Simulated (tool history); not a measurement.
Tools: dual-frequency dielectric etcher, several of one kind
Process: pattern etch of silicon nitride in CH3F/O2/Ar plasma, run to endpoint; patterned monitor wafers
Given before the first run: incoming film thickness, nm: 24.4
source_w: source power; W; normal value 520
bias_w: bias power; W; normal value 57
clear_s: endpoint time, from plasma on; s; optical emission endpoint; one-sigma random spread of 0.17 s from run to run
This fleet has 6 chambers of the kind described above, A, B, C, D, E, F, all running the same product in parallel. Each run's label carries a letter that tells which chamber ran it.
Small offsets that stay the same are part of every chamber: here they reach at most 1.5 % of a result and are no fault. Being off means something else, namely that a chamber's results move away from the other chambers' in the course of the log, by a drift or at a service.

run   hour  source_w  bias_w  clear_s
 1F    5.1       520      57   34.832
      12.4  -- chamber C: source power generator calibrated
 2E   14.9       520      57   34.255
 3D   22.7       520      57   34.103
 4C   29.4       520      57   34.489
 5B   39.7       520      57   34.327
 6A   49.6       520      57   34.278
 7B   56.4       570      57   33.070
 8A   61.5       570      57   32.893
 9D   70.9       570      57   32.914
10E   77.0       570      57   32.906
11F   84.5       570      57   33.511
12C   92.7       570      57   33.488
13B   98.8       520      57   34.495
14C  103.8       450      62   35.100
15A  113.3       450      62   35.364
16D  119.6       450      62   35.007
     122.9  -- chamber A: wet clean of the chamber
17E  128.4       450      62   35.327
18F  134.3       450      62   35.622
19A  139.7       450      62   35.209
20B  145.3       520      57   34.353
     150.0  -- chamber F: bias power generator calibrated
21E  153.3       520      57   34.391
22C  162.1       520      57   34.333
23D  172.2       520      57   34.060
     173.8  -- chamber D: wet clean of the chamber
     177.3  -- chamber D: bias power generator calibrated
24F  180.7       520      57   34.786
25D  190.2       520      57   32.735
26F  197.7       520      57   34.757
27E  207.7       520      57   34.139
28C  218.1       520      57   34.742
29B  223.5       520      57   34.603
30A  233.8       520      57   34.460
31A  243.7       520      57   34.489
32B  248.7       520      57   34.585
33C  257.6       520      57   34.546
34F  266.3       570      70   31.552
     267.7  -- chamber C: wet clean of the chamber
     268.3  -- chamber E: wet clean of the chamber
35D  276.3       570      70   29.313
36E  286.0       570      70   30.817
37B  295.7       570      70   31.184
38E  300.7       570      70   30.929
39F  311.1       570      70   31.322
40C  318.6       520      57   34.647

One chamber off, gauge drift, or nothing amiss beyond the chambers' own small offsets? If it is a chamber, which one, and what is the likeliest cause?

A service on chamber D put it out of line with the rest.
What lies behind it: etch rate over this chamber's usual, % = 4.8.

Below are 4 candidate recipes for chamber D's next run, each the usual settings with a change, their results shown as question marks. Which of them brings D's results back in line with what the other chambers give on the usual settings?
To be in line, a result may differ from the other chambers' mean on the usual settings by at most: clear_s 0.600 s
41D-1  326.3       590      57        ?
41D-2  326.3       450      57        ?
41D-3  326.3       440      50        ?
41D-4  326.3       520      77        ?

Mean of the other chambers on the usual settings: clear_s 34.422 s
  run  clear_s
41D-1   30.939
41D-2   34.430
41D-3   36.217
41D-4   29.437
41D-2 puts the chamber back in line with the other chambers.

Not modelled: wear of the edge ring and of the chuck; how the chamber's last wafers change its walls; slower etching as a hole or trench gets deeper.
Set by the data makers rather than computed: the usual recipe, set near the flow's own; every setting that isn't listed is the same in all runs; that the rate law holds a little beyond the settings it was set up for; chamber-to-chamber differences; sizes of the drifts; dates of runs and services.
